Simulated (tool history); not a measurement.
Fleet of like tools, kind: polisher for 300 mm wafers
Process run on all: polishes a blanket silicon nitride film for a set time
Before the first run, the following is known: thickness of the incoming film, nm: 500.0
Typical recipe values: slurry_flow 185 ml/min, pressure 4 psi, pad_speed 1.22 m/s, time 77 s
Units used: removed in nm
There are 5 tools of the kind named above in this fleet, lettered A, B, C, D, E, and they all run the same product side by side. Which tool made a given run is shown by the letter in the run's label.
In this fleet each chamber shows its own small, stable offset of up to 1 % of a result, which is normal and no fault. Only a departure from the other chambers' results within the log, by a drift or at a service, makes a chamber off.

run	hour	slurry_flow	pressure	pad_speed	time	removed
1A	7	185	4	1.22	77	213.35
# hour 10.1: chamber D: head pressure recalibrated
# hour 14.2: chamber A: worn pad replaced by a new one
2E	17.1	185	4	1.22	77	206.1
# hour 21: chamber C: worn pad replaced by a new one
3D	26.4	185	4	1.22	77	204.14
4B	34.3	185	4	1.22	77	211.09
# hour 37.6: chamber B: worn pad replaced by a new one
5C	41.5	185	4	1.22	77	208.73
6B	51	185	4	1.22	77	208.93
# hour 58.4: chamber E: slurry nozzle cleaned
7C	60.5	185	4	1.22	77	202.01
# hour 64.3: chamber D: worn pad replaced by a new one
8A	68.9	185	4	1.22	77	209.37
9D	76.4	185	4	1.22	77	207.74
# hour 78: chamber E: worn pad replaced by a new one
10E	83	185	4	1.22	77	202.99
11C	94.1	185	4	1.22	77	201.85
# hour 100.4: chamber A: worn pad replaced by a new one
12D	102.9	185	4	1.22	77	211.76
13E	110.4	185	4	1.22	77	207.05
# hour 112.9: chamber C: worn pad replaced by a new one
14A	120.5	185	4	1.22	77	208.3
15B	127.4	185	4	1.22	77	205.74
# hour 134.2: chamber C: slurry nozzle cleaned
16D	134.5	185	4	1.22	77	208.02
# hour 136.7: chamber A: slurry nozzle cleaned
17C	145.2	185	4	1.22	77	205.44
18A	156.4	185	4	1.22	77	208.72
# hour 159: chamber D: worn pad replaced by a new one
19E	167.9	185	4	1.22	77	203.12
# hour 171.6: chamber C: head pressure recalibrated
# hour 173.2: chamber A: worn pad replaced by a new one
# hour 177: chamber B: worn pad replaced by a new one
20B	179.5	185	4	1.22	77	207.72
21A	191.5	185	4	1.22	77	210.44
# hour 201.1: chamber C: worn pad replaced by a new one
22E	202.1	185	4	1.06	77	182.41
23B	213	185	4	1.06	77	182.74
# hour 216.4: chamber E: worn pad replaced by a new one
24D	225.1	185	4	1.06	77	182.28
25C	235.6	185	4	1.06	77	192.56
26A	241.3	185	4	1.06	77	192.17
# hour 243.6: chamber D: worn pad replaced by a new one
# hour 245: chamber A: worn pad replaced by a new one
27D	251.9	185	4	1.22	77	206.19
28B	265	185	4	1.58	77	261.51
29C	272.8	185	4	1.58	77	255.7
# hour 282.1: chamber C: worn pad replaced by a new one
30E	285.9	185	4	1.58	77	254.22
31A	296.4	185	4	1.58	77	251.83
32E	307.8	185	4	1.58	77	254.41
# hour 316: chamber A: worn pad replaced by a new one
# hour 319.4: chamber B: worn pad replaced by a new one
33C	320.8	185	4	1.22	77	205.88
34B	327.9	185	4	1.22	77	208.87
35D	338.1	185	4	1.22	77	206.05
# hour 344.1: chamber D: worn pad replaced by a new one
36D	345.6	145	4	1.22	77	200.47
# hour 346.3: chamber E: worn pad replaced by a new one
37B	352.5	145	4	1.22	77	202.19
38E	358.2	145	4	1.22	77	197.67
# hour 362.5: chamber C: worn pad replaced by a new one
39A	368.4	145	4	1.22	77	201.22
40C	379.1	145	4	1.22	77	196.36
41E	392.2	185	4	1.22	77	208.51
# hour 395.7: chamber A: worn pad replaced by a new one
42D	397.8	185	2.8	1.22	77	148.9
43A	407.9	185	2.8	1.22	77	145.4
44B	417.1	185	2.8	1.22	77	145.15

Each of the 5 chambers runs these same settings next. Fill in every chamber's results:
45A	426.5	185	4	1.22	77	?
45B	426.5	185	4	1.22	77	?
45C	426.5	185	4	1.22	77	?
45D	426.5	185	4	1.22	77	?
45E	426.5	185	4	1.22	77	?

run	removed
45A	210.1
45B	202.17
45C	206.81
45D	204.31
45E	203.63
